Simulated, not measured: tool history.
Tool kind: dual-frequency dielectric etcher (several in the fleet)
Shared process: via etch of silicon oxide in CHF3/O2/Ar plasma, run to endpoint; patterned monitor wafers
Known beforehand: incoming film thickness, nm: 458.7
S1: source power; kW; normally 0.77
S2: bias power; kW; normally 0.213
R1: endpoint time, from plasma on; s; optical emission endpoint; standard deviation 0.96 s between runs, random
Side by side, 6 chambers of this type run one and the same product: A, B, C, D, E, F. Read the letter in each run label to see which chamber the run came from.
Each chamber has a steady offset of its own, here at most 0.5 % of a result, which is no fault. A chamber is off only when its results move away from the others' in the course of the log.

Run 1F, hour 9: usual settings. Result: R1 202.73 s.
Run 2D, hour 18.2: usual settings. Result: R1 199.81 s.
At hour 21.3: chamber F: wet clean of the chamber.
Run 3C, hour 26.6: usual settings. Result: R1 199.29 s.
Run 4A, hour 37.1: usual settings. Result: R1 199.78 s.
Run 5E, hour 42.8: usual settings but S1 0.6 kW, S2 0.255 kW. Result: R1 203.76 s.
At hour 44.3: chamber A: wet clean of the chamber.
Run 6B, hour 49.9: usual settings but S1 0.6 kW, S2 0.255 kW. Result: R1 204.27 s.
Run 7F, hour 58.2: usual settings but S1 0.6 kW, S2 0.255 kW. Result: R1 206.4 s.
At hour 62.6: chamber D: source power generator calibrated.
Run 8A, hour 68.6: usual settings but S1 0.6 kW, S2 0.255 kW. Result: R1 205.42 s.
At hour 74.5: chamber E: bias power generator calibrated.
Run 9C, hour 76.7: usual settings but S1 0.6 kW, S2 0.255 kW. Result: R1 206.78 s.
Run 10D, hour 83.6: usual settings but S1 0.6 kW, S2 0.255 kW. Result: R1 205.61 s.
Run 11E, hour 88.7: usual settings. Result: R1 200 s.
Run 12B, hour 98: usual settings. Result: R1 198.74 s.
Run 13C, hour 108.8: usual settings. Result: R1 199.57 s.
Run 14F, hour 116.2: usual settings. Result: R1 200.45 s.
Run 15B, hour 125.6: usual settings. Result: R1 198.86 s.
Run 16D, hour 133.6: usual settings. Result: R1 199.31 s.
Run 17E, hour 142.7: usual settings. Result: R1 198.82 s.
Run 18A, hour 153.6: usual settings. Result: R1 199.54 s.
Run 19D, hour 159.6: usual settings. Result: R1 199.91 s.
Run 20B, hour 166.1: usual settings. Result: R1 198.09 s.
Run 21C, hour 176.4: usual settings but S1 0.67 kW, S2 0.175 kW. Result: R1 224.44 s.
Run 22F, hour 185.5: usual settings but S1 0.67 kW, S2 0.175 kW. Result: R1 225.23 s.
Run 23E, hour 194.6: usual settings but S1 0.67 kW, S2 0.175 kW. Result: R1 226.82 s.
Run 24A, hour 202.6: usual settings but S1 0.67 kW, S2 0.175 kW. Result: R1 225.27 s.
Run 25E, hour 212: usual settings but S1 0.67 kW, S2 0.175 kW. Result: R1 227.64 s.
Run 26B, hour 219.4: usual settings but S1 0.67 kW, S2 0.175 kW. Result: R1 223.05 s.
At hour 220.2: chamber E: wet clean of the chamber.
Run 27D, hour 228.9: usual settings. Result: R1 200.09 s.
Run 28C, hour 238.2: usual settings. Result: R1 195.62 s.
Run 29A, hour 247.2: usual settings but S1 0.86 kW. Result: R1 193.35 s.
Run 30F, hour 256: usual settings but S1 0.86 kW. Result: R1 190.32 s.
Run 31B, hour 262: usual settings but S1 0.86 kW. Result: R1 190.77 s.
Run 32E, hour 267.9: usual settings but S1 0.86 kW. Result: R1 192.3 s.
Run 33F, hour 278.8: usual settings but S1 0.86 kW. Result: R1 191.49 s.
Run 34A, hour 286.4: usual settings but S1 0.86 kW. Result: R1 190.92 s.
Run 35D, hour 293.5: usual settings. Result: R1 199.85 s.
Run 36C, hour 298.8: usual settings but S2 0.265 kW. Result: R1 178.61 s.
At hour 304.2: chamber F: source power generator calibrated.
Run 37A, hour 308.7: usual settings but S2 0.265 kW. Result: R1 185.79 s.
Run 38F, hour 319.9: usual settings but S2 0.265 kW. Result: R1 184.67 s.
Run 39C, hour 328.9: usual settings but S2 0.265 kW. Result: R1 177.18 s.
Run 40D, hour 335.7: usual settings but S2 0.265 kW. Result: R1 187.19 s.
Run 41E, hour 345.4: usual settings but S2 0.265 kW. Result: R1 185.21 s.
Run 42B, hour 353.1: usual settings. Result: R1 196.84 s.
Run 43C, hour 362.8: usual settings but S1 0.84 kW, S2 0.238 kW. Result: R1 177.98 s.

Which is it: a chamber that has drifted or been left off by a service, a gauge drift common to all chambers, or only each chamber's usual small offset? If a chamber is off, name it and its likeliest cause.

It is chamber C that slowly wanders off from its peers.
Most likely cause: etch rate over this chamber's usual, % = 4.98.

Below are 4 candidate recipes for chamber C's next run, each the usual settings with a change, their results shown as question marks. Which of them brings C's results back in line with what the other chambers give on the usual settings?
To be in line, a result may differ from the other chambers' mean on the usual settings by at most: R1 3.4 s
Run 44C-1, hour 370.8: usual settings but S1 0.82 kW, S2 0.226 kW. Result: R1 ?.
Run 44C-2, hour 370.8: usual settings but S1 0.72 kW, S2 0.2 kW. Result: R1 ?.
Run 44C-3, hour 370.8: usual settings but S1 0.67 kW, S2 0.189 kW. Result: R1 ?.
Run 44C-4, hour 370.8: usual settings but S1 0.88 kW, S2 0.239 kW. Result: R1 ?.

Usual-settings mean across the other chambers: R1 199.47 s
  run      R1
44C-1  181.68
44C-2  199.05
44C-3  208.58
44C-4  173.48
The answer is 44C-2, which returns the chamber to within the allowed miss of the others.
